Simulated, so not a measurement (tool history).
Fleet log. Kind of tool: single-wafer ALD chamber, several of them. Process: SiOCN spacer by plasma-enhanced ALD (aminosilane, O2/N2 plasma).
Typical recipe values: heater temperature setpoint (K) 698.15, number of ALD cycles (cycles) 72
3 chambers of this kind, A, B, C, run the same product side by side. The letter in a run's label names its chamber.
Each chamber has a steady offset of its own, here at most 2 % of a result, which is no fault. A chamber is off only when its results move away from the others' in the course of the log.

run	hour	heater temperature setpoint (K)	number of ALD cycles (cycles)	hours since the last thermocouple change	read-back reference wafer on the same gauge, thickness_nm	mean film thickness on the monitor wafer (Å)
1C	14.3	698.15	72	2823.6	4.1801	40.311
2A	25.4	698.15	72	622.9	4.1784	40.459
3B	40.1	698.15	72	2213.2	4.182	39.333
4A	53.9	698.15	72	651.4	4.1816	40.449
5B	65	698.15	72	2238.1	4.1822	39.384
6C	72.5	698.15	72	2881.8	4.1796	40.309
7A	79.5	698.15	72	677	4.1781	40.311
8C	94.9	698.15	72	2904.2	4.1813	40.307
9B	108.5	698.15	72	2281.6	4.1789	39.305
10A	119.5	698.15	72	717	4.1795	40.421
11C	131.9	698.15	72	2941.2	4.1812	40.202
# hour 144.6: chamber C: thermocouple changed; heater temperature recalibrated
12B	145.2	698.15	72	2318.3	4.1806	39.468
# hour 154.3: chamber B: thermocouple changed; heater temperature recalibrated
13C	157.8	698.15	72	13.2	4.1806	41.136
14A	166.1	698.15	72	763.6	4.1801	40.466
15B	180.2	698.15	72	25.9	4.179	39.426
16A	195	698.15	72	792.5	4.1793	40.263
17B	206.4	698.15	72	52.1	4.1782	39.537
18C	213.2	698.15	72	68.6	4.1798	41.032
19B	224	698.15	72	69.7	4.1812	39.504
20A	237.5	698.15	72	835	4.1829	40.467
21C	249.4	691.15	81	104.8	4.1813	47.12
22A	260.6	691.15	81	858.1	4.1809	46.475
23C	271	691.15	81	126.4	4.1795	47.17
24B	280.9	698.15	72	126.6	4.1792	39.45
25A	288.9	698.15	72	886.4	4.1799	40.391
26B	298.7	685.15	72	144.4	4.1816	41.083

Next, every chamber runs the same settings. What will each give?
27A	310.1	698.15	61			?
27B	310.1	698.15	61			?
27C	310.1	698.15	61			?

run	mean film thickness on the monitor wafer (Å)
27A	34.111
27B	33.354
27C	34.724
